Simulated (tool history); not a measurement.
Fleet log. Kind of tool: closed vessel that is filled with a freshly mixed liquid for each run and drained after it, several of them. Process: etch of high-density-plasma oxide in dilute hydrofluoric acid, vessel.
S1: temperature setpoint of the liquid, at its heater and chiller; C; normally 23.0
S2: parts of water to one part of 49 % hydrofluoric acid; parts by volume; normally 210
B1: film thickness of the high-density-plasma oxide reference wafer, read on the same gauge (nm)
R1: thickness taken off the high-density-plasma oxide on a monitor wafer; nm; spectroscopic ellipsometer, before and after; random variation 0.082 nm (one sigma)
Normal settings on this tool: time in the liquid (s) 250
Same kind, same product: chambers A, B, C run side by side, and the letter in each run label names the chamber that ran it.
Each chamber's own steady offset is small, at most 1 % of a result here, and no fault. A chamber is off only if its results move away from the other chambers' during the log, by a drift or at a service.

Run 1A, hour 9.3: usual settings; B1 150.02. Result: R1 8.4224 nm.
Run 2B, hour 17.6: usual settings; B1 150.00. Result: R1 8.5988 nm.
Run 3C, hour 24.5: usual settings; B1 149.99. Result: R1 8.7855 nm.
Run 4B, hour 39.1: usual settings; B1 150.03. Result: R1 8.5144 nm.
Run 5C, hour 52.5: usual settings; B1 149.98. Result: R1 8.6583 nm.
Run 6A, hour 66.1: usual settings; B1 149.99. Result: R1 8.5232 nm.
Run 7B, hour 80.4: usual settings but S2 140 parts by volume; B1 150.03. Result: R1 14.0170 nm.
Run 8C, hour 95.6: usual settings but S2 140 parts by volume; B1 150.01. Result: R1 13.9540 nm.
Run 9A, hour 106.4: usual settings but S2 140 parts by volume; B1 150.00. Result: R1 14.0980 nm.
At hour 109.5: chamber A: thermometer replaced.
Run 10A, hour 122.2: usual settings; B1 150.00. Result: R1 8.3916 nm.
Run 11B, hour 135.0: usual settings; B1 150.00. Result: R1 8.6293 nm.
Run 12C, hour 144.3: usual settings; B1 149.98. Result: R1 8.6766 nm.
Run 13A, hour 157.0: usual settings; B1 149.98. Result: R1 8.4810 nm.
Run 14B, hour 167.4: usual settings; B1 150.00. Result: R1 8.5453 nm.
Run 15C, hour 177.2: usual settings; B1 149.98. Result: R1 8.6607 nm.
Run 16C, hour 187.6: usual settings; B1 149.99. Result: R1 8.6268 nm.
Run 17B, hour 195.9: usual settings; B1 150.00. Result: R1 8.3125 nm.
Run 18A, hour 206.6: usual settings; B1 149.96. Result: R1 8.4311 nm.
Run 19B, hour 217.1: usual settings; B1 149.99. Result: R1 8.4274 nm.
Run 20C, hour 231.1: usual settings; B1 149.95. Result: R1 8.6832 nm.
Run 21A, hour 242.4: usual settings; B1 150.01. Result: R1 8.5129 nm.
Run 22C, hour 256.8: usual settings; B1 150.04. Result: R1 8.5118 nm.
Run 23B, hour 264.8: usual settings; B1 150.02. Result: R1 8.2387 nm.
Run 24A, hour 280.2: usual settings; B1 150.05. Result: R1 8.4639 nm.
Run 25B, hour 295.6: usual settings; B1 150.00. Result: R1 8.0253 nm.
Run 26C, hour 310.4: usual settings; B1 150.00. Result: R1 8.5629 nm.

Is one chamber out of step, is the gauge drifting, or do the chambers differ by no more than their own small offsets? For an off chamber, give its letter and the likeliest cause.

It is chamber B that slowly wanders off from its peers.
Most likely cause: hydrofluoric acid flow below the setpoint (%) = 5.5.
The log might look much the same if the cause were instead: liquid colder than its thermometer reads (K).

Chamber B could run next with any of the 4 candidate recipes listed below; each alters the usual settings, and their results appear as question marks. Which one brings its results back in line with what the other chambers deliver on the usual settings?
In line means no further than this from the other chambers' mean on the usual settings: R1 0.2900 nm
Run 27B-1, hour 321.7: usual settings but S2 205 parts by volume, time in the liquid (s) 260. Result: R1 ?.
Run 27B-2, hour 321.7: usual settings but S1 23.5 C, time in the liquid (s) 280. Result: R1 ?.
Run 27B-3, hour 321.7: usual settings but S2 220 parts by volume, time in the liquid (s) 235. Result: R1 ?.
Run 27B-4, hour 321.7: usual settings but time in the liquid (s) 235. Result: R1 ?.

Average result of the remaining chambers running the usual settings: R1 8.5734 nm
  run      R1
27B-1  8.6790
27B-2  9.2386
27B-3  7.1825
27B-4  7.6127
The answer is 27B-1, which returns the chamber to within the allowed miss of the others.

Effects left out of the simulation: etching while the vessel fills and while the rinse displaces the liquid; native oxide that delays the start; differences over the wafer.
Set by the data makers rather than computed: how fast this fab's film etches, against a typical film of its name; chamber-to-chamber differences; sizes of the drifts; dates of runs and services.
